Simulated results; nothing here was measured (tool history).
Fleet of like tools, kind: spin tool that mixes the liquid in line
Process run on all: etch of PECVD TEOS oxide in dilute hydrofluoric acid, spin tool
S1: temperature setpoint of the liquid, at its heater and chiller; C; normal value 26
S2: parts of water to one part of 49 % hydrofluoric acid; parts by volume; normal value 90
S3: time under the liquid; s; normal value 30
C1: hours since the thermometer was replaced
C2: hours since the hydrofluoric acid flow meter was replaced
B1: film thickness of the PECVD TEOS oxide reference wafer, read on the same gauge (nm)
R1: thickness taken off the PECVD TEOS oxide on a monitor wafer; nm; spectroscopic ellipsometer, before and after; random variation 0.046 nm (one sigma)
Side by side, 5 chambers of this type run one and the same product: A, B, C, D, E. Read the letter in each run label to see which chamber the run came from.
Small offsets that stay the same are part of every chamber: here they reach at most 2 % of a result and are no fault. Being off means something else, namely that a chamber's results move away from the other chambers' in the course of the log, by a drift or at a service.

run   hour    S1   S2  S3      C1      C2      B1      R1
 1C    4.1    26   90  30     463   600.2  70.017  4.9768
 2A      7    26   90  30     558  1036.9  69.995  5.1762
 3D   12.7    26   90  30  1232.6  1310.9  69.995  4.9573
 4E   15.7    26   90  30  1194.2  1185.3  69.996  5.0654
 5B   22.2    26   90  30   268.7    1753  70.015  5.0209
 6A   27.8    26   90  30   578.8  1057.7  70.023  5.1339
 7D   32.1    26   75  30    1252  1330.3  69.991  6.1282
 8E   36.7    26   75  30  1215.2  1206.3  70.025  6.2529
 9B   39.9    26   75  30   286.4  1770.7  70.002  6.1513
10C   45.8    26   75  30   504.7   641.9  69.989  6.2295
11D   51.4    26   75  30  1271.3  1349.6  70.011  6.1814
12C     57    26   90  30   515.9   653.1   70.02  5.0442
13E   60.3    26   90  30  1238.8  1229.9   69.99  5.1469
14B   66.5    26   75  45     313  1797.3      70  9.2629
15A   72.9    26   75  45   623.9  1102.8  69.989  9.4245
16B   78.5    26   75  45     325  1809.3  70.002  9.2729
17E   81.5    26   75  45    1260  1251.1  70.039  9.2599
18A   85.2    26   75  45   636.2  1115.1  70.014  9.4274
19C   89.6    26  135  45   548.5   685.7  69.985  4.7152
20D   94.9    26  135  45  1314.8  1393.1  70.004  4.6337
21B   99.1    26  135  45   345.6  1829.9  69.965  4.6796
22C  103.9    26  135  45   562.8     700  70.002  4.8191
23D    109    26  135  45  1328.9  1407.2  70.029  4.5054
24E  111.9  22.5   90  45  1290.4  1281.5  69.993  6.6031
25A  115.9  22.5   90  45   666.9  1145.8  69.991  6.5918
26A  119.7  22.5   90  45   670.7  1149.6  69.985  6.6102
27C  123.4  22.5   90  45   582.3   719.5  69.969  6.5673
28B  126.6  22.5   90  45   373.1  1857.4  70.008  6.5164
29D  132.8    26   90  30  1352.7    1431  69.988  4.8147
30E    138    26   90  20  1316.5  1307.6  69.973   3.347
31A  144.4    26   90  20   695.4  1174.3  69.994   3.401
32B  150.6    26   90  20   397.1  1881.4  69.972  3.3876
33D  155.2    26   90  20  1375.1  1453.4  70.001  3.1443
34E  159.6    26   90  20  1338.1  1329.2  69.989  3.3356
35C  164.5    26   90  30   623.4   760.6  70.013  5.0434
36C  167.8    26   90  30   626.7   763.9  70.012  4.9507
37D  172.7    26   90  30  1392.6  1470.9  69.997  4.6784
38A  178.7    26   90  30   729.7  1208.6  69.981  5.0864

What goes on in this fleet: one chamber off, a drifting gauge, or nothing beyond the chambers' own small offsets? Name the chamber and the cause, if any.

One chamber, D, drifts off from the rest bit by bit.
Cause: liquid colder than its thermometer reads (K) = 1.84.
With only this log, it may be confused with: hydrofluoric acid flow below the setpoint (%).

Here are 4 candidates for chamber D's next run, each the usual settings with a change, their results left as question marks. Which one brings its results back in line with what the others give on the usual settings?
Allowed miss from the other chambers' usual-settings mean, per result, to count as in line: R1 0.16 nm
39D-1  183.3  25.5  100  30               ?
39D-2  183.3  25.5   95  30               ?
39D-3  183.3  26.5   80  30               ?
39D-4  183.3    28   90  30               ?

The mean the other chambers reach with the usual settings: R1 5.0603 nm
  run      R1
39D-1  4.0261
39D-2  4.2654
39D-3  5.3794
39D-4       5
It is 39D-4 that realigns the chamber with its peers.
